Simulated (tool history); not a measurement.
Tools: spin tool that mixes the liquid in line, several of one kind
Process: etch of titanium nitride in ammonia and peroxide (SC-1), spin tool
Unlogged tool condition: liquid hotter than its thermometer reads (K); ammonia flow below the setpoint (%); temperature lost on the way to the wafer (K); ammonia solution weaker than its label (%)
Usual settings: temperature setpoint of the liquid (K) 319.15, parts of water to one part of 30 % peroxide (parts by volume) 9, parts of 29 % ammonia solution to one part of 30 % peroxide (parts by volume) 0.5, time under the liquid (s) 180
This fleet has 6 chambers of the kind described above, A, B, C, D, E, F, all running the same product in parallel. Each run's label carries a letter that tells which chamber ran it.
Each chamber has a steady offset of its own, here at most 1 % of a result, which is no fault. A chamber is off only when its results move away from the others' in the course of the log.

run	hour	temperature setpoint of the liquid (K)	parts of water to one part of 30 % peroxide (parts by volume)	parts of 29 % ammonia solution to one part of 30 % peroxide (parts by volume)	time under the liquid (s)	hours since the thermometer was replaced	hours since the ammonia flow meter was replaced	hours since the heated supply line was repaired	hours since the drum of ammonia solution was connected	read-back film thickness of the titanium nitride reference wafer, read on the same gauge (nm)	thickness taken off the titanium nitride on a monitor wafer (Å)
1F	8.1	319.15	9	0.5	180	706.6	1708.4	1924.7	109.5	149.98	89.123
2E	16.1	319.15	9	0.5	180	651.2	403.0	50.2	315.6	150.02	88.393
3D	21.1	319.15	9	0.5	180	246.9	1217.6	2633.6	122.4	150.04	90.308
4C	28.5	319.15	9	0.5	180	215.5	649.5	1108.1	359.8	150.02	89.620
# hour 30.1: chamber A: thermometer replaced
5A	33.4	319.15	9	0.5	180	3.4	429.8	1931.9	234.4	149.98	90.070
6B	39.5	319.15	9	0.5	180	294.6	2099.1	149.0	54.8	149.99	89.040
7A	47.0	319.15	9	0.5	180	17.0	443.4	1945.5	248.0	150.02	89.414
8B	51.8	319.15	9	0.5	180	306.9	2111.4	161.3	67.1	150.01	88.856
9C	60.0	319.15	9	0.5	110	247.0	681.0	1139.6	391.3	149.98	54.671
10E	65.8	319.15	9	0.5	110	700.9	452.7	99.9	365.3	150.00	54.363
11D	70.4	319.15	9	0.5	110	296.2	1266.9	2682.9	171.7	150.00	55.066
12F	78.3	319.15	9	0.5	110	776.8	1778.6	1994.9	179.7	150.00	54.467
13D	82.2	319.15	9	0.5	110	308.0	1278.7	2694.7	183.5	149.95	55.287
14E	87.0	319.15	9	0.5	110	722.1	473.9	121.1	386.5	150.04	54.301
15C	90.9	312.65	12	0.5	180	277.9	711.9	1170.5	422.2	150.01	47.573
16F	98.4	312.65	12	0.5	180	796.9	1798.7	2015.0	199.8	149.97	48.250
17B	105.2	312.65	12	0.5	180	360.3	2164.8	214.7	120.5	149.98	47.803
18A	110.6	312.65	12	0.5	180	80.6	507.0	2009.1	311.6	150.03	48.256
# hour 116.0: chamber B: ammonia flow meter replaced
19C	117.3	312.65	12	0.5	180	304.3	738.3	1196.9	448.6	149.98	47.755
20A	124.0	312.65	12	0.5	180	94.0	520.4	2022.5	325.0	150.00	47.895
21B	131.0	319.15	9	0.5	180	386.1	15.1	240.5	146.3	149.99	89.242
22F	138.3	319.15	9	0.5	180	836.8	1838.6	2054.9	239.7	150.02	90.158
23D	145.2	319.15	9	0.5	180	371.0	1341.7	2757.7	246.5	149.98	89.807
24E	149.4	319.15	9	0.5	180	784.5	536.3	183.5	448.9	150.00	88.749
25D	156.4	319.15	9	0.5	180	382.2	1352.9	2768.9	257.7	150.01	90.466
26A	162.9	319.15	9	0.5	180	132.9	559.3	2061.4	363.9	149.97	89.752
27B	168.9	319.15	9	0.5	180	424.0	53.0	278.4	184.2	150.06	89.491
28C	172.7	319.15	9	0.5	180	359.7	793.7	1252.3	504.0	150.03	89.456
29F	179.4	319.15	13	0.5	75	877.9	1879.7	2096.0	280.8	149.98	30.835
# hour 182.7: chamber E: new drum of ammonia solution connected
30E	183.0	319.15	13	0.5	75	818.1	569.9	217.1	0.3	149.99	30.609
31E	189.1	319.15	13	0.5	75	824.2	576.0	223.2	6.4	149.99	30.773
32C	192.9	319.15	13	0.5	75	379.9	813.9	1272.5	524.2	149.98	30.598
33A	199.5	319.15	13	0.5	75	169.5	595.9	2098.0	400.5	149.97	30.955
34D	203.3	319.15	13	0.5	75	429.1	1399.8	2815.8	304.6	149.98	31.066
35B	209.4	319.15	9	0.5	180	464.5	93.5	318.9	224.7	150.03	88.684
36F	215.6	319.15	9	0.5	180	914.1	1915.9	2132.2	317.0	149.98	89.833
37E	219.6	319.15	9	0.5	180	854.7	606.5	253.7	36.9	150.02	88.416
38C	226.3	319.15	9	0.3	180	413.3	847.3	1305.9	557.6	149.99	81.634
39D	233.2	319.15	9	0.3	180	459.0	1429.7	2845.7	334.5	150.04	82.133
40B	239.1	319.15	9	0.3	180	494.2	123.2	348.6	254.4	149.99	81.636
41A	246.6	319.15	9	0.3	180	216.6	643.0	2145.1	447.6	150.02	82.382
42F	250.9	319.15	9	0.3	180	949.4	1951.2	2167.5	352.3	149.98	81.282

All 6 chambers run these settings next. Forecast each chamber's results:
43A	256.8	319.15	9	0.4	180						?
43B	256.8	319.15	9	0.4	180						?
43C	256.8	319.15	9	0.4	180						?
43D	256.8	319.15	9	0.4	180						?
43E	256.8	319.15	9	0.4	180						?
43F	256.8	319.15	9	0.4	180						?

run	thickness taken off the titanium nitride on a monitor wafer (Å)
43A	86.465
43B	86.383
43C	85.952
43D	86.950
43E	85.821
43F	85.806
